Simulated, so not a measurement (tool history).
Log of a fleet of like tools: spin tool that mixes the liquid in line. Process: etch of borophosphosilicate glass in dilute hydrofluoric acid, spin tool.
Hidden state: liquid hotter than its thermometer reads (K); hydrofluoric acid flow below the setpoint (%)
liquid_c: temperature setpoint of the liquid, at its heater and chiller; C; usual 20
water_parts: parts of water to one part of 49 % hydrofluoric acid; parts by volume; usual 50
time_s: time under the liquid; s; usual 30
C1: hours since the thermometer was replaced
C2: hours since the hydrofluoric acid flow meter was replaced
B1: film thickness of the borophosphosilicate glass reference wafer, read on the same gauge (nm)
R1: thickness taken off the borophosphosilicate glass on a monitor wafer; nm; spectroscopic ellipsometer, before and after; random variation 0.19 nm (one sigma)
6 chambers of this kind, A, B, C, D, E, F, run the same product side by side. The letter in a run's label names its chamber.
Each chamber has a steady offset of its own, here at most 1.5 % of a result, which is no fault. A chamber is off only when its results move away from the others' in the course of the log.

Run 1A, hour 11.6: usual settings; C1 367.1; C2 93.7; B1 139.98. Result: R1 19.694 nm.
Run 2B, hour 21.5: usual settings; C1 183.6; C2 699.1; B1 139.98. Result: R1 19.787 nm.
Run 3D, hour 28.9: usual settings; C1 1070.9; C2 259; B1 139.98. Result: R1 19.959 nm.
Run 4E, hour 35.4: usual settings; C1 1882.6; C2 57.5; B1 140.01. Result: R1 19.907 nm.
Run 5F, hour 47.2: usual settings; C1 136.3; C2 173.9; B1 140.04. Result: R1 19.959 nm.
Run 6C, hour 61.7: usual settings but liquid_c 18.5 C, water_parts 30 parts by volume; C1 1121.8; C2 233.8; B1 140. Result: R1 32.29 nm.
Run 7F, hour 70.3: usual settings but liquid_c 18.5 C, water_parts 30 parts by volume; C1 159.4; C2 197; B1 140. Result: R1 31.381 nm.
At hour 76.6: chamber B: hydrofluoric acid flow meter replaced.
Run 8D, hour 84.2: usual settings but liquid_c 18.5 C, water_parts 30 parts by volume; C1 1126.2; C2 314.3; B1 139.97. Result: R1 31.225 nm.
Run 9A, hour 90.9: usual settings but liquid_c 18.5 C, water_parts 30 parts by volume; C1 446.4; C2 173; B1 139.98. Result: R1 31.906 nm.
Run 10C, hour 98.4: usual settings but liquid_c 18.5 C, water_parts 30 parts by volume; C1 1158.5; C2 270.5; B1 139.98. Result: R1 31.861 nm.
Run 11B, hour 110.4: usual settings but liquid_c 18.5 C, water_parts 30 parts by volume; C1 272.5; C2 33.8; B1 140.02. Result: R1 31.753 nm.
Run 12E, hour 122.4: usual settings; C1 1969.6; C2 144.5; B1 139.97. Result: R1 20.045 nm.
Run 13E, hour 129.1: usual settings but liquid_c 23.5 C, time_s 45 s; C1 1976.3; C2 151.2; B1 140. Result: R1 34.443 nm.
Run 14D, hour 138.9: usual settings but liquid_c 23.5 C, time_s 45 s; C1 1180.9; C2 369; B1 139.95. Result: R1 34.156 nm.
At hour 149.3: chamber A: thermometer replaced.
Run 15A, hour 152.1: usual settings but liquid_c 23.5 C, time_s 45 s; C1 2.8; C2 234.2; B1 140.01. Result: R1 33.426 nm.
Run 16F, hour 159.8: usual settings but liquid_c 23.5 C, time_s 45 s; C1 248.9; C2 286.5; B1 139.98. Result: R1 34.405 nm.
Run 17B, hour 171.1: usual settings but liquid_c 23.5 C, time_s 45 s; C1 333.2; C2 94.5; B1 139.99. Result: R1 34.361 nm.
Run 18C, hour 181.4: usual settings but liquid_c 23.5 C, time_s 45 s; C1 1241.5; C2 353.5; B1 140.02. Result: R1 34.117 nm.
Run 19B, hour 192: usual settings; C1 354.1; C2 115.4; B1 139.99. Result: R1 19.747 nm.
Run 20F, hour 206.3: usual settings but liquid_c 24.5 C, time_s 45 s; C1 295.4; C2 333; B1 139.95. Result: R1 35.191 nm.
Run 21E, hour 215.4: usual settings but liquid_c 24.5 C, time_s 45 s; C1 2062.6; C2 237.5; B1 139.98. Result: R1 35.575 nm.
Run 22D, hour 228.4: usual settings but liquid_c 24.5 C, time_s 45 s; C1 1270.4; C2 458.5; B1 139.99. Result: R1 35.844 nm.
Run 23C, hour 238.5: usual settings but liquid_c 24.5 C, time_s 45 s; C1 1298.6; C2 410.6; B1 140.02. Result: R1 34.699 nm.
Run 24A, hour 247.3: usual settings but liquid_c 24.5 C, time_s 45 s; C1 98; C2 329.4; B1 139.99. Result: R1 35.303 nm.
At hour 252.2: chamber D: hydrofluoric acid flow meter replaced.
Run 25F, hour 256.2: usual settings but liquid_c 24.5 C, time_s 45 s; C1 345.3; C2 382.9; B1 140.01. Result: R1 35.704 nm.
Run 26B, hour 262.8: usual settings; C1 424.9; C2 186.2; B1 140.02. Result: R1 19.508 nm.
Run 27C, hour 274.5: usual settings; C1 1334.6; C2 446.6; B1 139.97. Result: R1 18.775 nm.
Run 28D, hour 284: usual settings; C1 1326; C2 31.9; B1 140.01. Result: R1 19.951 nm.
Run 29E, hour 294.5: usual settings; C1 2141.7; C2 316.6; B1 140.03. Result: R1 19.617 nm.
Run 30A, hour 301: usual settings but liquid_c 23 C, water_parts 60 parts by volume; C1 151.7; C2 383.1; B1 140. Result: R1 18.167 nm.
Run 31A, hour 311.9: usual settings but liquid_c 23 C, water_parts 60 parts by volume; C1 162.6; C2 394; B1 139.99. Result: R1 18.213 nm.
Run 32B, hour 319: usual settings but liquid_c 23 C, water_parts 60 parts by volume; C1 481.1; C2 242.4; B1 139.97. Result: R1 18.364 nm.
Run 33D, hour 329.6: usual settings but liquid_c 23 C, water_parts 60 parts by volume; C1 1371.6; C2 77.5; B1 140.01. Result: R1 18.489 nm.
Run 34E, hour 338.7: usual settings but liquid_c 23 C, water_parts 60 parts by volume; C1 2185.9; C2 360.8; B1 140.03. Result: R1 18.205 nm.
At hour 345: chamber F: hydrofluoric acid flow meter replaced.
Run 35C, hour 351.4: usual settings but liquid_c 23 C, water_parts 60 parts by volume; C1 1411.5; C2 523.5; B1 140.03. Result: R1 17.214 nm.
Run 36F, hour 360: usual settings; C1 449.1; C2 15; B1 139.95. Result: R1 19.498 nm.
Run 37C, hour 374: usual settings; C1 1434.1; C2 546.1; B1 139.98. Result: R1 18.478 nm.
Run 38A, hour 380.9: usual settings; C1 231.6; C2 463; B1 139.99. Result: R1 19.817 nm.
Run 39D, hour 389.4: usual settings; C1 1431.4; C2 137.3; B1 140. Result: R1 19.64 nm.
Run 40B, hour 400.8: usual settings; C1 562.9; C2 324.2; B1 140. Result: R1 19.495 nm.

Is one chamber off against the others, does the gauge drift, or is nothing wrong? If a chamber is off, say which, and what the likeliest cause is.

Chamber C drifts away from the others.
Cause: hydrofluoric acid flow below the setpoint (%) = 7.96.
The log may not tell that from: liquid colder than its thermometer reads (K).

Here are 4 candidates for chamber C's next run, each the usual settings with a change, their results left as question marks. Which one brings its results back in line with what the others give on the usual settings?
In line means no further than this from the other chambers' mean on the usual settings: R1 0.67 nm
Run 41C-1, hour 411.3: usual settings but liquid_c 19.5 C. Result: R1 ?.
Run 41C-2, hour 411.3: usual settings but liquid_c 20.5 C. Result: R1 ?.
Run 41C-3, hour 411.3: usual settings but liquid_c 18 C. Result: R1 ?.
Run 41C-4, hour 411.3: usual settings but liquid_c 22 C. Result: R1 ?.

The other chambers' mean on the usual settings: R1 19.763 nm
  run      R1
41C-1  17.761
41C-2  18.537
41C-3  16.644
41C-4  19.764
41C-4 brings the chamber back in line.
